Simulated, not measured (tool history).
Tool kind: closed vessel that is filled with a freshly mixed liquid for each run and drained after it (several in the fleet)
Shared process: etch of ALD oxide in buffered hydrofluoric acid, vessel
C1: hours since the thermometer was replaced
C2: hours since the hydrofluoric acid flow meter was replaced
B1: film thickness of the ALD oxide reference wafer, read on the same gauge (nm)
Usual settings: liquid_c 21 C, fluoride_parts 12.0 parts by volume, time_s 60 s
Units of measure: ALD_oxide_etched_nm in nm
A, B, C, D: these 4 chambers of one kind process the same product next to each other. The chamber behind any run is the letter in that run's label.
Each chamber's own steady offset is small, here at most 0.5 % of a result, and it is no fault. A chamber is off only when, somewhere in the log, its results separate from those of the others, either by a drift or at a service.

Run 1C, hour 3.3: usual settings; C1 271.7; C2 281.6; B1 79.999. Result: ALD_oxide_etched_nm 53.052 nm.
Run 2A, hour 9.5: usual settings; C1 1325.6; C2 188.0; B1 79.964. Result: ALD_oxide_etched_nm 53.122 nm.
Run 3B, hour 12.5: usual settings; C1 1401.1; C2 70.0; B1 80.004. Result: ALD_oxide_etched_nm 52.844 nm.
Run 4D, hour 18.8: usual settings; C1 1009.3; C2 200.0; B1 80.009. Result: ALD_oxide_etched_nm 52.579 nm.
Run 5A, hour 21.9: usual settings; C1 1338.0; C2 200.4; B1 79.985. Result: ALD_oxide_etched_nm 53.278 nm.
Run 6D, hour 26.5: usual settings; C1 1017.0; C2 207.7; B1 79.941. Result: ALD_oxide_etched_nm 53.012 nm.
Run 7B, hour 32.8: usual settings; C1 1421.4; C2 90.3; B1 80.000. Result: ALD_oxide_etched_nm 52.234 nm.
Run 8C, hour 36.9: usual settings; C1 305.3; C2 315.2; B1 79.940. Result: ALD_oxide_etched_nm 52.827 nm.
Run 9D, hour 41.8: usual settings; C1 1032.3; C2 223.0; B1 80.019. Result: ALD_oxide_etched_nm 52.541 nm.
Run 10B, hour 46.7: usual settings; C1 1435.3; C2 104.2; B1 79.949. Result: ALD_oxide_etched_nm 52.606 nm.
Run 11A, hour 52.6: usual settings; C1 1368.7; C2 231.1; B1 79.974. Result: ALD_oxide_etched_nm 52.408 nm.
Run 12C, hour 57.6: usual settings but fluoride_parts 17.0 parts by volume, time_s 30 s; C1 326.0; C2 335.9; B1 79.997. Result: ALD_oxide_etched_nm 18.812 nm.
Run 13A, hour 61.0: usual settings but fluoride_parts 17.0 parts by volume, time_s 30 s; C1 1377.1; C2 239.5; B1 80.052. Result: ALD_oxide_etched_nm 18.851 nm.
Run 14C, hour 66.1: usual settings but fluoride_parts 17.0 parts by volume, time_s 30 s; C1 334.5; C2 344.4; B1 80.040. Result: ALD_oxide_etched_nm 19.038 nm.
Run 15D, hour 70.3: usual settings but fluoride_parts 17.0 parts by volume, time_s 30 s; C1 1060.8; C2 251.5; B1 79.991. Result: ALD_oxide_etched_nm 18.790 nm.
Run 16B, hour 74.2: usual settings; C1 1462.8; C2 131.7; B1 79.980. Result: ALD_oxide_etched_nm 53.035 nm.
Run 17A, hour 78.0: usual settings; C1 1394.1; C2 256.5; B1 79.968. Result: ALD_oxide_etched_nm 53.499 nm.
Run 18B, hour 82.5: usual settings; C1 1471.1; C2 140.0; B1 80.005. Result: ALD_oxide_etched_nm 52.677 nm.
Run 19C, hour 88.7: usual settings; C1 357.1; C2 367.0; B1 79.930. Result: ALD_oxide_etched_nm 55.099 nm.
Run 20D, hour 92.0: usual settings; C1 1082.5; C2 273.2; B1 80.047. Result: ALD_oxide_etched_nm 53.331 nm.
Run 21A, hour 97.1: usual settings; C1 1413.2; C2 275.6; B1 80.032. Result: ALD_oxide_etched_nm 53.085 nm.
Run 22B, hour 102.3: usual settings; C1 1490.9; C2 159.8; B1 80.024. Result: ALD_oxide_etched_nm 53.356 nm.
Run 23D, hour 107.9: usual settings; C1 1098.4; C2 289.1; B1 79.986. Result: ALD_oxide_etched_nm 53.002 nm.
Run 24C, hour 114.2: usual settings; C1 382.6; C2 392.5; B1 79.986. Result: ALD_oxide_etched_nm 55.740 nm.
Run 25C, hour 118.5: usual settings; C1 386.9; C2 396.8; B1 80.042. Result: ALD_oxide_etched_nm 55.463 nm.
Run 26A, hour 121.8: usual settings; C1 1437.9; C2 300.3; B1 79.995. Result: ALD_oxide_etched_nm 52.996 nm.
Run 27B, hour 127.7: usual settings; C1 1516.3; C2 185.2; B1 80.018. Result: ALD_oxide_etched_nm 52.615 nm.
Run 28D, hour 132.7: usual settings but fluoride_parts 14.0 parts by volume, time_s 40 s; C1 1123.2; C2 313.9; B1 80.023. Result: ALD_oxide_etched_nm 30.280 nm.
Run 29B, hour 137.2: usual settings but fluoride_parts 14.0 parts by volume, time_s 40 s; C1 1525.8; C2 194.7; B1 79.971. Result: ALD_oxide_etched_nm 30.843 nm.
Run 30D, hour 141.4: usual settings but fluoride_parts 14.0 parts by volume, time_s 40 s; C1 1131.9; C2 322.6; B1 80.020. Result: ALD_oxide_etched_nm 30.477 nm.
Run 31C, hour 147.2: usual settings but fluoride_parts 14.0 parts by volume, time_s 40 s; C1 415.6; C2 425.5; B1 80.041. Result: ALD_oxide_etched_nm 32.474 nm.
Run 32A, hour 151.8: usual settings; C1 1467.9; C2 330.3; B1 80.019. Result: ALD_oxide_etched_nm 53.110 nm.
Run 33B, hour 157.8: usual settings; C1 1546.4; C2 215.3; B1 79.988. Result: ALD_oxide_etched_nm 53.220 nm.
Run 34D, hour 164.3: usual settings but fluoride_parts 13.5 parts by volume; C1 1154.8; C2 345.5; B1 79.996. Result: ALD_oxide_etched_nm 47.273 nm.
Run 35C, hour 169.0: usual settings but fluoride_parts 13.5 parts by volume; C1 437.4; C2 447.3; B1 79.993. Result: ALD_oxide_etched_nm 51.606 nm.
Run 36A, hour 173.1: usual settings but fluoride_parts 13.5 parts by volume; C1 1489.2; C2 351.6; B1 79.992. Result: ALD_oxide_etched_nm 47.071 nm.

Next, every chamber runs the same settings. What will each give?
Run 37A, hour 177.7: usual settings. Result: ALD_oxide_etched_nm ?.
Run 37B, hour 177.7: usual settings. Result: ALD_oxide_etched_nm ?.
Run 37C, hour 177.7: usual settings. Result: ALD_oxide_etched_nm ?.
Run 37D, hour 177.7: usual settings. Result: ALD_oxide_etched_nm ?.

run  ALD_oxide_etched_nm
37A               52.975
37B               52.848
37C               58.104
37D               52.981
